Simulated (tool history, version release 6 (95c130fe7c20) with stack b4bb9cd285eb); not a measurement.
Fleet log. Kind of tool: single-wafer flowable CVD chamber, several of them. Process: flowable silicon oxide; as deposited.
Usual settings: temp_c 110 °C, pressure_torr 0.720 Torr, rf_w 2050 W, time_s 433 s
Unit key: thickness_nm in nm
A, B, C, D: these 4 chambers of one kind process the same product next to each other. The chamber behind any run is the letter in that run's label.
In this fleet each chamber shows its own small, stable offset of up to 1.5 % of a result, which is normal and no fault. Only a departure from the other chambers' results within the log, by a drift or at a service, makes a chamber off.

run	hour	temp_c	pressure_torr	rf_w	time_s	read-back reference wafer on the same gauge, thickness_nm	thickness_nm
1B	4.9	110	0.720	2050	433	196.09	164.97
2D	8.5	110	0.720	2050	433	196.11	164.71
# hour 12.7: chamber B: capacitance manometer re-zeroed and calibrated
3A	16.1	110	0.720	2050	433	196.16	166.83
4C	21.1	110	0.720	2050	433	196.14	164.72
5A	24.5	110	0.720	2050	433	196.16	166.73
6B	32.1	110	0.720	2050	433	196.22	165.19
7D	37.0	110	0.720	2050	433	196.29	165.72
8C	42.6	110	0.720	2050	433	196.36	164.77
9A	47.6	110	0.720	2050	433	196.40	166.88
10D	54.0	110	0.720	2050	433	196.45	165.76
11C	60.7	125	0.720	2050	433	196.47	106.09
12B	68.5	125	0.720	2050	433	196.45	106.06
13C	75.4	125	0.720	2050	433	196.61	105.53
14A	81.7	125	0.720	2050	433	196.69	107.41
15B	88.2	110	0.602	2050	404	196.80	120.16
16D	92.6	110	0.602	2050	404	196.70	120.15
17A	96.9	110	0.602	2050	404	196.69	121.92
18C	104.3	110	0.602	2050	404	196.81	120.07
19B	108.3	110	0.720	2050	433	196.84	166.06
20D	113.5	110	0.720	2050	433	196.77	165.44
21C	119.8	110	0.720	2050	433	196.95	164.89
22D	126.9	110	0.720	2050	433	196.99	165.58
23A	133.1	110	0.720	2050	433	197.04	167.58
24B	138.8	110	0.720	2050	433	197.12	165.90
25A	146.5	110	0.720	2050	433	197.15	167.33
26B	150.9	110	0.720	2050	433	197.11	166.01

Decide between three cases: one chamber stands off from its peers, the gauge reading all wafers drifts, or nothing is wrong past each chamber's small offset. Where a chamber is off, say which and what most likely put it there.

Every chamber seems to shift together because the gauge that measures them all drifts; the chambers themselves are fine.
Most likely cause: gauge reads high (%) = 0.612.

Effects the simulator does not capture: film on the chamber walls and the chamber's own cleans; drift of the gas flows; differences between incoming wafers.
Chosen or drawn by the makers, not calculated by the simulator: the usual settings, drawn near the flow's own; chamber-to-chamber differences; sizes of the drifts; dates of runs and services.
